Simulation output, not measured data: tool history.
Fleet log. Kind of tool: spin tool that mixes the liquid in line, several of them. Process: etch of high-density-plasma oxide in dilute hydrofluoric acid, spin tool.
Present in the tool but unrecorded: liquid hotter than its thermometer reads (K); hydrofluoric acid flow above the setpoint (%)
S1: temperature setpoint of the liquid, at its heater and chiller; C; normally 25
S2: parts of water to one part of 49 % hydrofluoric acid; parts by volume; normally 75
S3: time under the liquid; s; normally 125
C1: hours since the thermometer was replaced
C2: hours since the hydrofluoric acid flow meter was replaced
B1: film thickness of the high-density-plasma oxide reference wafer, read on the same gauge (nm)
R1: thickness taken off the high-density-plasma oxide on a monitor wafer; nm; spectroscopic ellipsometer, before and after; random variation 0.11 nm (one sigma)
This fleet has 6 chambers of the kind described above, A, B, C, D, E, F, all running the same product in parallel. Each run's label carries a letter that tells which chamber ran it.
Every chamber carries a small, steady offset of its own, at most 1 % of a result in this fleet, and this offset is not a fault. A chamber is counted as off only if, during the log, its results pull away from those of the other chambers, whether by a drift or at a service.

Run 1C, hour 14.2: usual settings; C1 337.7; C2 729.4; B1 120. Result: R1 13.83 nm.
Run 2B, hour 25.4: usual settings; C1 1373.9; C2 632.1; B1 120.02. Result: R1 13.973 nm.
Run 3F, hour 35.4: usual settings; C1 151.6; C2 1232.5; B1 120.04. Result: R1 14.216 nm.
Run 4A, hour 47.6: usual settings; C1 286.1; C2 555.1; B1 119.97. Result: R1 14.178 nm.
Run 5D, hour 57.1: usual settings; C1 1394.1; C2 1003.2; B1 119.98. Result: R1 14.076 nm.
Run 6E, hour 65.2: usual settings; C1 180.2; C2 816.9; B1 120.04. Result: R1 14.208 nm.
Run 7D, hour 78.3: usual settings but S2 40 parts by volume, S3 55 s; C1 1415.3; C2 1024.4; B1 120. Result: R1 12.029 nm.
Run 8A, hour 85.9: usual settings but S2 40 parts by volume, S3 55 s; C1 324.4; C2 593.4; B1 120.04. Result: R1 12.26 nm.
Run 9F, hour 98.6: usual settings but S2 40 parts by volume, S3 55 s; C1 214.8; C2 1295.7; B1 119.99. Result: R1 11.862 nm.
Run 10E, hour 107: usual settings but S2 40 parts by volume, S3 55 s; C1 222; C2 858.7; B1 120. Result: R1 12.091 nm.
Run 11B, hour 120.1: usual settings but S2 40 parts by volume, S3 55 s; C1 1468.6; C2 726.8; B1 120. Result: R1 12.219 nm.
Run 12C, hour 127.5: usual settings but S2 40 parts by volume, S3 55 s; C1 451; C2 842.7; B1 120.02. Result: R1 12.004 nm.
Run 13B, hour 138.9: usual settings; C1 1487.4; C2 745.6; B1 120. Result: R1 14.02 nm.
Run 14D, hour 147.6: usual settings; C1 1484.6; C2 1093.7; B1 120. Result: R1 14.31 nm.
Run 15F, hour 156.3: usual settings; C1 272.5; C2 1353.4; B1 120.04. Result: R1 14.096 nm.
Run 16E, hour 168.8: usual settings; C1 283.8; C2 920.5; B1 119.99. Result: R1 14.192 nm.
Run 17C, hour 181.3: usual settings; C1 504.8; C2 896.5; B1 120.01. Result: R1 14.097 nm.
Run 18A, hour 193.8: usual settings; C1 432.3; C2 701.3; B1 119.98. Result: R1 14.246 nm.
Run 19B, hour 207.2: usual settings; C1 1555.7; C2 813.9; B1 120.03. Result: R1 14.215 nm.
Run 20E, hour 214: usual settings; C1 329; C2 965.7; B1 119.97. Result: R1 14.065 nm.
Run 21D, hour 226.7: usual settings; C1 1563.7; C2 1172.8; B1 120. Result: R1 14.1 nm.
Run 22F, hour 234.7: usual settings; C1 350.9; C2 1431.8; B1 119.98. Result: R1 13.974 nm.
Run 23A, hour 243.5: usual settings; C1 482; C2 751; B1 120.06. Result: R1 14.112 nm.
Run 24C, hour 252.6: usual settings; C1 576.1; C2 967.8; B1 119.99. Result: R1 14.101 nm.
Run 25B, hour 265.4: usual settings; C1 1613.9; C2 872.1; B1 120.03. Result: R1 14.462 nm.
Run 26D, hour 273.9: usual settings; C1 1610.9; C2 1220; B1 120.04. Result: R1 14.037 nm.
Run 27E, hour 286: usual settings but S1 20.5 C, S2 110 parts by volume; C1 401; C2 1037.7; B1 119.98. Result: R1 7.7695 nm.
Run 28F, hour 296.5: usual settings but S1 20.5 C, S2 110 parts by volume; C1 412.7; C2 1493.6; B1 120. Result: R1 7.7535 nm.
Run 29C, hour 309.2: usual settings but S1 20.5 C, S2 110 parts by volume; C1 632.7; C2 1024.4; B1 120.04. Result: R1 7.5698 nm.
Run 30A, hour 322.2: usual settings but S1 20.5 C, S2 110 parts by volume; C1 560.7; C2 829.7; B1 120.01. Result: R1 7.6975 nm.
Run 31B, hour 335.7: usual settings but S1 20.5 C, S2 110 parts by volume; C1 1684.2; C2 942.4; B1 119.98. Result: R1 7.9506 nm.
Run 32E, hour 343.6: usual settings but S1 20.5 C, S2 110 parts by volume; C1 458.6; C2 1095.3; B1 119.99. Result: R1 7.707 nm.
Run 33F, hour 352.4: usual settings; C1 468.6; C2 1549.5; B1 120.01. Result: R1 14.148 nm.
Run 34D, hour 366.9: usual settings; C1 1703.9; C2 1313; B1 120.01. Result: R1 13.987 nm.
At hour 373.9: chamber C: thermometer replaced.
Run 35C, hour 376.6: usual settings but S3 65 s; C1 2.7; C2 1091.8; B1 119.97. Result: R1 7.3593 nm.
Run 36A, hour 390.4: usual settings but S3 65 s; C1 628.9; C2 897.9; B1 120.02. Result: R1 7.3559 nm.
Run 37C, hour 403.6: usual settings but S3 65 s; C1 29.7; C2 1118.8; B1 120. Result: R1 7.2345 nm.
Run 38D, hour 416.7: usual settings but S3 65 s; C1 1753.7; C2 1362.8; B1 120.01. Result: R1 7.4046 nm.
Run 39E, hour 426.1: usual settings but S3 65 s; C1 541.1; C2 1177.8; B1 119.99. Result: R1 7.3836 nm.
Run 40B, hour 436.7: usual settings but S3 65 s; C1 1785.2; C2 1043.4; B1 119.96. Result: R1 7.756 nm.

All chambers now run identical settings, listed one chamber a line with results as question marks. What results will each chamber show?
Run 41A, hour 447: usual settings. Result: R1 ?.
Run 41B, hour 447: usual settings. Result: R1 ?.
Run 41C, hour 447: usual settings. Result: R1 ?.
Run 41D, hour 447: usual settings. Result: R1 ?.
Run 41E, hour 447: usual settings. Result: R1 ?.
Run 41F, hour 447: usual settings. Result: R1 ?.

run      R1
41A  13.918
41B  15.047
41C  14.108
41D  13.866
41E  14.115
41F  14.111
